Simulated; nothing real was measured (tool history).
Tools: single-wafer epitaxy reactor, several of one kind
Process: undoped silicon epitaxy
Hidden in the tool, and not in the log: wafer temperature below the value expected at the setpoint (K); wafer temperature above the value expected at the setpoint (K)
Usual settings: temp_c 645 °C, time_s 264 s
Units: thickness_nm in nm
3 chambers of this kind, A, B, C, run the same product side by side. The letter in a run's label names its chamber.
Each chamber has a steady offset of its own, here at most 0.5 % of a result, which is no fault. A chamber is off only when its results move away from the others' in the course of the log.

run   hour  temp_c  time_s  hours since the last pyrometer calibration  read-back reference wafer on the same gauge, thickness_nm  thickness_nm
 1C    8.7     645     264                                       749.1                                                     43.911        39.938
 2B   13.6     645     264                                       141.7                                                      43.91        39.594
 3A   22.5     645     264                                      2336.8                                                     43.927        39.722
 4A   31.2     645     264                                      2345.5                                                     43.925        39.674
 5C     40     634     308                                       780.4                                                     43.949        36.374
 6B   44.7     634     308                                       172.8                                                     43.944        36.159
 7B   49.7     634     308                                       177.8                                                     43.962        36.144
 8C   56.8     645     264                                       797.2                                                     43.945        40.017
 9A   63.3     645     264                                      2377.6                                                     43.956        39.698
10A   70.2     645     264                                      2384.5                                                      43.97        39.671
11B   76.4     645     264                                       204.5                                                     43.974        39.601
12C   85.8     645     264                                       826.2                                                     43.986        40.008
13C     96     645     264                                       836.4                                                     43.994        40.038
14B    105     645     244                                       233.1                                                     44.003        36.621
15A  112.4     645     244                                      2426.7                                                     44.013        36.719
16B  119.2     645     244                                       247.3                                                     44.018         36.66
17C    126     645     264                                       866.4                                                     44.017        40.017
18A  134.5     645     264                                      2448.8                                                     44.036        39.707
     142.8  -- chamber A: pyrometer calibrated
19C  144.1     645     264                                       884.5                                                     44.043        39.997
20B  148.6     645     264                                       276.7                                                     44.038        39.727
21A  158.6     645     264                                        15.8                                                     44.055        39.823
22A  166.1     645     264                                        23.3                                                     44.055        39.766
23C  172.4     645     264                                       912.8                                                     44.057        40.103
24B  179.6     645     264                                       307.7                                                     44.078        39.767
25B  188.5     645     264                                       316.6                                                     44.079        39.763

What goes on in this fleet: one chamber off, a drifting gauge, or nothing beyond the chambers' own small offsets? Name the chamber and the cause, if any.

The gauge drifts, so all chambers seem to drift together. No chamber is off.
Cause: gauge reads high (%) = 0.435.
